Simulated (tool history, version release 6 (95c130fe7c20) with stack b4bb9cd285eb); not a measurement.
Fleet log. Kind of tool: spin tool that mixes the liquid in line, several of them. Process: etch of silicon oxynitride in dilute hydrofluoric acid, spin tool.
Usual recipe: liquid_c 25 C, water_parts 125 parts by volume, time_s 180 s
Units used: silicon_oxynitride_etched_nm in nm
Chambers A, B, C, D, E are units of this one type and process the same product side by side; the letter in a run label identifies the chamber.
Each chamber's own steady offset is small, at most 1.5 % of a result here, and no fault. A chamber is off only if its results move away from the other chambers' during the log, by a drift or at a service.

run	hour	liquid_c	water_parts	time_s	hours since the thermometer was replaced	hours since the hydrofluoric acid flow meter was replaced	read-back film thickness of the silicon oxynitride reference wafer, read on the same gauge (nm)	silicon_oxynitride_etched_nm
1B	6.6	25	125	180	345.7	1489.9	50.018	3.3727
# hour 8.9: chamber C: thermometer replaced
2C	17.1	25	125	180	8.3	2108.1	49.978	3.3068
3E	27.4	25	125	180	1341.1	677.2	50.04	3.3664
4D	35.5	25	125	180	296.2	307.7	49.995	3.3017
5A	45.5	25	125	180	387.2	1643.8	50.015	3.3634
6A	55.2	25	125	180	396.9	1653.5	50.016	3.4125
7E	65.3	25	125	180	1379	715.1	50.007	3.4279
8D	71.2	25	125	180	331.9	343.4	50.02	3.3597
9C	79.9	25	125	180	71.1	2170.9	49.969	3.2609
10B	86.2	25	125	180	425.3	1569.5	50.01	3.35
11E	92.2	25	125	145	1405.9	742	50.023	2.7556
12C	100.3	25	125	145	91.5	2191.3	49.99	2.7201
13B	105.1	25	125	145	444.2	1588.4	50.029	2.7595
14A	113	25	125	145	454.7	1711.3	50.024	2.6164
15D	119.8	25	125	145	380.5	392	50.014	2.7026
16C	129.7	25	125	180	120.9	2220.7	50.016	3.3441
17B	139.7	25	125	180	478.8	1623	50.045	3.3809
18E	144.4	25	125	180	1458.1	794.2	49.992	3.4406
19D	149.2	25	125	180	409.9	421.4	49.979	3.3321
20A	156.7	25	125	180	498.4	1755	50.022	3.2756
21D	167	25	70	180	427.7	439.2	49.996	6.3723
22B	173.2	25	70	180	512.3	1656.5	50.01	6.3361
23A	178.2	25	70	180	519.9	1776.5	50.029	6.0063
24C	186.3	25	70	180	177.5	2277.3	50.028	6.1832
25E	191.1	25	70	180	1504.8	840.9	50.016	6.3756
# hour 193.8: chamber B: hydrofluoric acid flow meter replaced
26B	198	25	125	180	537.1	4.3	49.971	3.3872
27A	207.7	25	125	180	549.4	1806	50.009	3.1442
# hour 212.5: chamber D: thermometer replaced
28E	218	25	125	180	1531.7	867.8	50.022	3.3579
29C	227.9	25	125	180	219.1	2318.9	50.031	3.3138
30D	233.7	25	125	180	21.2	505.9	49.987	3.4108
31C	244	23.5	125	180	235.2	2335	49.995	3.1511
# hour 253: chamber B: thermometer replaced
32B	253.5	23.5	125	180	0.5	59.8	50.044	3.1805
33E	263.6	23.5	125	180	1577.3	913.4	50.009	3.2161
34A	273.8	23.5	125	180	615.5	1872.1	50.066	2.8687
35D	283.8	23.5	125	180	71.3	556	49.96	3.104

One chamber off, gauge drift, or nothing amiss beyond the chambers' own small offsets? If it is a chamber, which one, and what is the likeliest cause?

Chamber A drifts away from the others.
What lies behind it: hydrofluoric acid flow below the setpoint (%) = 8.43.
From this log alone, it may not be told apart from: liquid colder than its thermometer reads (K).

Which of the 4 candidates below, each the usual settings with something changed and its results left as question marks, puts chamber A back in line with what the other chambers give on the usual settings?
In line means no further than this from the other chambers' mean on the usual settings: silicon_oxynitride_etched_nm 0.13 nm
36A-1	291.4	25.5	110	180				?
36A-2	291.4	21.5	125	180				?
36A-3	291.4	24.5	125	165				?
36A-4	291.4	25.5	125	195				?

What the other chambers average on the usual settings: silicon_oxynitride_etched_nm 3.3589 nm
run	silicon_oxynitride_etched_nm
36A-1	3.6241
36A-2	2.6112
36A-3	2.7496
36A-4	3.4004
The right change is 36A-4: it brings the chamber back within the allowed miss of the others.
